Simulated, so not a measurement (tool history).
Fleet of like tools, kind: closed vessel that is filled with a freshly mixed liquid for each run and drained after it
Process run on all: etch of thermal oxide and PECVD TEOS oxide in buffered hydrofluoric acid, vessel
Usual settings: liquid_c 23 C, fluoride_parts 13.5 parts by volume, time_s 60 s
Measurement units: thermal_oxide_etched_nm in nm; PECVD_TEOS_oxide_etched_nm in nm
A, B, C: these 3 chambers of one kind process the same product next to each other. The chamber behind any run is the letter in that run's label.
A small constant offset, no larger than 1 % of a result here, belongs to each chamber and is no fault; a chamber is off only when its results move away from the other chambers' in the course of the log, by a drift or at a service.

run	day	liquid_c	fluoride_parts	time_s	hours since the thermometer was replaced	hours since the hydrofluoric acid flow meter was replaced	read-back film thickness of the thermal oxide reference wafer, read on the same gauge (nm)	read-back film thickness of the PECVD TEOS oxide reference wafer, read on the same gauge (nm)	thermal_oxide_etched_nm	PECVD_TEOS_oxide_etched_nm
1A	0.392	23	13.5	60	42.0	697.5	99.975	140.01	47.328	103.320
2B	0.829	23	13.5	60	2118.6	283.0	100.040	140.03	47.785	103.350
3C	1.300	23	13.5	60	1244.0	1261.6	100.040	140.01	47.606	101.670
4A	1.721	23	13.5	60	73.9	729.4	100.010	140.02	47.360	102.860
5B	2.071	23	13.5	60	2148.4	312.8	100.020	139.99	47.649	103.250
6C	2.454	23	13.5	60	1271.7	1289.3	99.998	140.00	47.739	101.010
7C	2.942	23	13.5	60	1283.4	1301.0	100.000	139.97	47.520	101.100
8A	3.375	23	13.5	60	113.6	769.1	99.999	140.01	47.375	102.670
9B	3.729	23	13.5	45	2188.2	352.6	99.996	140.00	35.863	76.730
# day 4.012: chamber C: hydrofluoric acid flow meter replaced
10C	4.033	23	13.5	45	1309.6	0.5	99.973	140.02	35.868	76.989
11A	4.275	23	13.5	45	135.2	790.7	100.030	139.96	35.513	77.695
12B	4.604	23	13.5	60	2209.2	373.6	99.960	140.00	47.993	102.280
13A	4.971	23	13.5	60	151.9	807.4	100.020	140.04	47.353	104.190
14B	5.367	23	13.5	60	2227.5	391.9	100.050	140.02	47.767	103.310
15C	5.754	23	13.5	60	1350.9	41.8	100.020	140.02	47.748	100.640
16C	6.271	23	13.5	60	1363.3	54.2	100.000	140.00	47.611	101.970
17A	6.762	23	13.5	60	194.9	850.4	100.040	140.00	47.501	103.100
18B	7.075	23	13.5	60	2268.5	432.9	99.999	140.00	47.669	102.430
19B	7.383	23	13.5	60	2275.9	440.3	100.040	140.01	47.736	101.970
20C	7.658	23	13.5	60	1396.6	87.5	99.997	140.03	47.403	101.520
21A	7.992	23	13.5	60	224.4	879.9	99.999	140.00	47.742	102.990
22A	8.388	23	13.5	60	233.9	889.4	100.000	139.99	47.522	103.530
23C	8.917	23	15.0	60	1426.8	117.7	100.060	139.99	43.159	92.222
24B	9.446	23	15.0	60	2325.4	489.8	100.000	140.01	42.754	92.878
25C	9.962	23	15.0	60	1451.9	142.8	100.010	140.00	43.012	92.541
26B	10.342	23	13.5	60	2346.9	511.3	99.999	140.01	47.563	103.090
27A	10.612	23	13.5	60	287.3	942.8	99.993	140.00	47.582	103.130
28A	11.033	23	13.5	60	297.4	952.9	100.010	140.00	47.339	103.480

All chambers now run identical settings, listed one chamber a line with results as question marks. What results will each chamber show?
29A	11.412	23	13.5	60					?	?
29B	11.412	23	13.5	60					?	?
29C	11.412	23	13.5	60					?	?

run	thermal_oxide_etched_nm	PECVD_TEOS_oxide_etched_nm
29A	47.272	102.130
29B	48.049	103.710
29C	47.348	101.690
